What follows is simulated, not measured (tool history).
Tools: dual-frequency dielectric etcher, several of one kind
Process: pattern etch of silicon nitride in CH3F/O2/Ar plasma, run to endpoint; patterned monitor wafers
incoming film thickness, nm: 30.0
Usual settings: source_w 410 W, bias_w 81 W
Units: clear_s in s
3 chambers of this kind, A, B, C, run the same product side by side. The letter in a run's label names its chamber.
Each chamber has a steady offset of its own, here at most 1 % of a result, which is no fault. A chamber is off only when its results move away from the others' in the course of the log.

| run | hour | source_w | bias_w | clear_s |
|---|---|---|---|---|
| 1C | 8.3 | 410 | 81 | 41.520 |
| 2B | 18.9 | 410 | 81 | 41.839 |
| 3A | 28.7 | 410 | 81 | 41.202 |
| 4B | 41.5 | 410 | 81 | 41.213 |
| 5A | 49.2 | 360 | 81 | 44.147 |
|  | 56.1 | chamber C: source power generator calibrated |
| 6C | 63.2 | 360 | 81 | 43.485 |
| 7A | 76.2 | 360 | 81 | 44.177 |
| 8C | 87.0 | 410 | 81 | 40.782 |
| 9B | 97.2 | 410 | 96 | 38.658 |
| 10C | 104.6 | 410 | 96 | 38.356 |
| 11A | 112.7 | 410 | 96 | 39.181 |
| 12B | 124.7 | 410 | 81 | 40.968 |
| 13B | 138.6 | 410 | 81 | 41.330 |
| 14A | 147.2 | 410 | 81 | 41.946 |
| 15C | 160.6 | 410 | 81 | 40.964 |
| 16B | 170.9 | 410 | 81 | 40.837 |
| 17A | 181.5 | 410 | 81 | 41.329 |
| 18C | 187.9 | 410 | 81 | 41.286 |
| 19A | 196.9 | 410 | 81 | 41.475 |
| 20B | 204.3 | 410 | 81 | 41.208 |
| 21C | 215.1 | 410 | 81 | 41.058 |
| 22B | 228.3 | 410 | 81 | 41.183 |
| 23C | 235.3 | 410 | 81 | 41.419 |
|  | 237.4 | chamber C: wet clean of the chamber |
|  | 237.7 | chamber B: wet clean of the chamber |
| 24A | 246.1 | 410 | 81 | 41.670 |
| 25B | 257.9 | 410 | 81 | 40.855 |
| 26C | 268.2 | 410 | 81 | 40.798 |
| 27A | 280.5 | 490 | 73 | 40.287 |
| 28A | 290.4 | 490 | 73 | 40.583 |
| 29C | 296.5 | 490 | 73 | 39.899 |
| 30B | 302.6 | 410 | 81 | 41.462 |

Is one chamber off against the others, does the gauge drift, or is nothing wrong? If a chamber is off, say which, and what the likeliest cause is.

No chamber stands off beyond its own small offset, and the gauge holds steady.
